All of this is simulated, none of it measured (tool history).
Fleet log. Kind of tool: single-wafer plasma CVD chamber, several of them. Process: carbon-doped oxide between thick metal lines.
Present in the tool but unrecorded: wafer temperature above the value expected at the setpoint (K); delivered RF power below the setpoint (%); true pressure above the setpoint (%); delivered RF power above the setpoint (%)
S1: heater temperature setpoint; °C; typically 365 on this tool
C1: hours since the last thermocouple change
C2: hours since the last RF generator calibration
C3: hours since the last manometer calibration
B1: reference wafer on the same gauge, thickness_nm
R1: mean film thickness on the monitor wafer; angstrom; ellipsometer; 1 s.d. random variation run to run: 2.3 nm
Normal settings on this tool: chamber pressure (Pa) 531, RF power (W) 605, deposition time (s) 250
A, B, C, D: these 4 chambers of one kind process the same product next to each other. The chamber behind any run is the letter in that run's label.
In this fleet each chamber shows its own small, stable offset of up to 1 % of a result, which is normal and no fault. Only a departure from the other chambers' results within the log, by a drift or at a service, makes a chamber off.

{"run": "1A", "hour": 8.4, "S1": 365, "chamber pressure (Pa)": 531, "RF power (W)": 605, "deposition time (s)": 250, "C1": 809.8, "C2": 1156.4, "C3": 202.4, "B1": 1471, "R1": 13236}
{"run": "2C", "hour": 15.4, "S1": 365, "chamber pressure (Pa)": 531, "RF power (W)": 605, "deposition time (s)": 250, "C1": 2317.3, "C2": 1447.5, "C3": 277, "B1": 1471.1, "R1": 13185}
{"run": "3B", "hour": 20.2, "S1": 365, "chamber pressure (Pa)": 531, "RF power (W)": 605, "deposition time (s)": 250, "C1": 1016, "C2": 691.3, "C3": 820.5, "B1": 1471.3, "R1": 13201}
{"run": "4D", "hour": 24.5, "S1": 365, "chamber pressure (Pa)": 531, "RF power (W)": 605, "deposition time (s)": 250, "C1": 1071.2, "C2": 1583, "C3": 1474.3, "B1": 1471.7, "R1": 13251}
{"run": "5A", "hour": 29.4, "S1": 365, "chamber pressure (Pa)": 531, "RF power (W)": 605, "deposition time (s)": 250, "C1": 830.8, "C2": 1177.4, "C3": 223.4, "B1": 1472.3, "R1": 13256}
{"run": "6D", "hour": 38.2, "S1": 365, "chamber pressure (Pa)": 531, "RF power (W)": 605, "deposition time (s)": 250, "C1": 1084.9, "C2": 1596.7, "C3": 1488, "B1": 1472.5, "R1": 13254}
{"run": "7B", "hour": 46.9, "S1": 365, "chamber pressure (Pa)": 531, "RF power (W)": 605, "deposition time (s)": 250, "C1": 1042.7, "C2": 718, "C3": 847.2, "B1": 1473, "R1": 13241}
{"run": "8C", "hour": 52.9, "S1": 365, "chamber pressure (Pa)": 531, "RF power (W)": 605, "deposition time (s)": 250, "C1": 2354.8, "C2": 1485, "C3": 314.5, "B1": 1473.2, "R1": 13200}
{"run": "9B", "hour": 57.4, "S1": 365, "chamber pressure (Pa)": 531, "RF power (W)": 605, "deposition time (s)": 250, "C1": 1053.2, "C2": 728.5, "C3": 857.7, "B1": 1474.1, "R1": 13304}
{"run": "10D", "hour": 65.7, "S1": 365, "chamber pressure (Pa)": 531, "RF power (W)": 605, "deposition time (s)": 250, "C1": 1112.4, "C2": 1624.2, "C3": 1515.5, "B1": 1474.1, "R1": 13239}
{"hour": 67.6, "done": "chamber C: RF generator calibrated"}
{"run": "11A", "hour": 71.6, "S1": 365, "chamber pressure (Pa)": 531, "RF power (W)": 605, "deposition time (s)": 250, "C1": 873, "C2": 1219.6, "C3": 265.6, "B1": 1474.6, "R1": 13247}
{"hour": 74.9, "done": "chamber B: thermocouple changed; heater temperature recalibrated"}
{"run": "12C", "hour": 76.0, "S1": 365, "chamber pressure (Pa)": 531, "RF power (W)": 605, "deposition time (s)": 250, "C1": 2377.9, "C2": 8.4, "C3": 337.6, "B1": 1474.8, "R1": 13197}
{"run": "13A", "hour": 83.5, "S1": 365, "chamber pressure (Pa)": 531, "RF power (W)": 605, "deposition time (s)": 250, "C1": 884.9, "C2": 1231.5, "C3": 277.5, "B1": 1475.1, "R1": 13309}
{"run": "14B", "hour": 92.3, "S1": 365, "chamber pressure (Pa)": 531, "RF power (W)": 605, "deposition time (s)": 250, "C1": 17.5, "C2": 763.4, "C3": 892.6, "B1": 1476.2, "R1": 13289}
{"run": "15C", "hour": 98.9, "S1": 365, "chamber pressure (Pa)": 531, "RF power (W)": 605, "deposition time (s)": 250, "C1": 2400.8, "C2": 31.3, "C3": 360.5, "B1": 1476.2, "R1": 13238}
{"run": "16D", "hour": 107.1, "S1": 370, "chamber pressure (Pa)": 531, "RF power (W)": 605, "deposition time (s)": 250, "C1": 1153.8, "C2": 1665.6, "C3": 1556.9, "B1": 1477.3, "R1": 13152}
{"run": "17B", "hour": 112.9, "S1": 370, "chamber pressure (Pa)": 531, "RF power (W)": 605, "deposition time (s)": 250, "C1": 38.1, "C2": 784, "C3": 913.2, "B1": 1477.5, "R1": 13078}
{"run": "18A", "hour": 121.8, "S1": 370, "chamber pressure (Pa)": 531, "RF power (W)": 605, "deposition time (s)": 250, "C1": 923.2, "C2": 1269.8, "C3": 315.8, "B1": 1477.9, "R1": 13144}
{"run": "19D", "hour": 125.9, "S1": 370, "chamber pressure (Pa)": 531, "RF power (W)": 605, "deposition time (s)": 250, "C1": 1172.6, "C2": 1684.4, "C3": 1575.7, "B1": 1479.1, "R1": 13151}
{"run": "20C", "hour": 132.3, "S1": 365, "chamber pressure (Pa)": 531, "RF power (W)": 605, "deposition time (s)": 250, "C1": 2434.2, "C2": 64.7, "C3": 393.9, "B1": 1478.6, "R1": 13223}
{"hour": 133.3, "done": "chamber D: thermocouple changed; heater temperature recalibrated"}
{"run": "21B", "hour": 138.1, "S1": 365, "chamber pressure (Pa)": 531, "RF power (W)": 605, "deposition time (s)": 250, "C1": 63.3, "C2": 809.2, "C3": 938.4, "B1": 1479.1, "R1": 13278}
{"hour": 143.2, "done": "chamber D: RF generator calibrated"}
{"run": "22A", "hour": 145.3, "S1": 365, "chamber pressure (Pa)": 531, "RF power (W)": 605, "deposition time (s)": 250, "C1": 946.7, "C2": 1293.3, "C3": 339.3, "B1": 1480.1, "R1": 13288}
{"run": "23C", "hour": 149.8, "S1": 365, "chamber pressure (Pa)": 531, "RF power (W)": 605, "deposition time (s)": 250, "C1": 2451.7, "C2": 82.2, "C3": 411.4, "B1": 1480.7, "R1": 13274}
{"run": "24D", "hour": 155.8, "S1": 365, "chamber pressure (Pa)": 531, "RF power (W)": 605, "deposition time (s)": 250, "C1": 22.6, "C2": 12.7, "C3": 1605.6, "B1": 1479.7, "R1": 13343}

Is one chamber out of step, is the gauge drifting, or do the chambers differ by no more than their own small offsets? For an off chamber, give its letter and the likeliest cause.

Every chamber seems to shift together because the gauge that measures them all drifts; the chambers themselves are fine.
What lies behind it: gauge reads high (%) = 0.724.

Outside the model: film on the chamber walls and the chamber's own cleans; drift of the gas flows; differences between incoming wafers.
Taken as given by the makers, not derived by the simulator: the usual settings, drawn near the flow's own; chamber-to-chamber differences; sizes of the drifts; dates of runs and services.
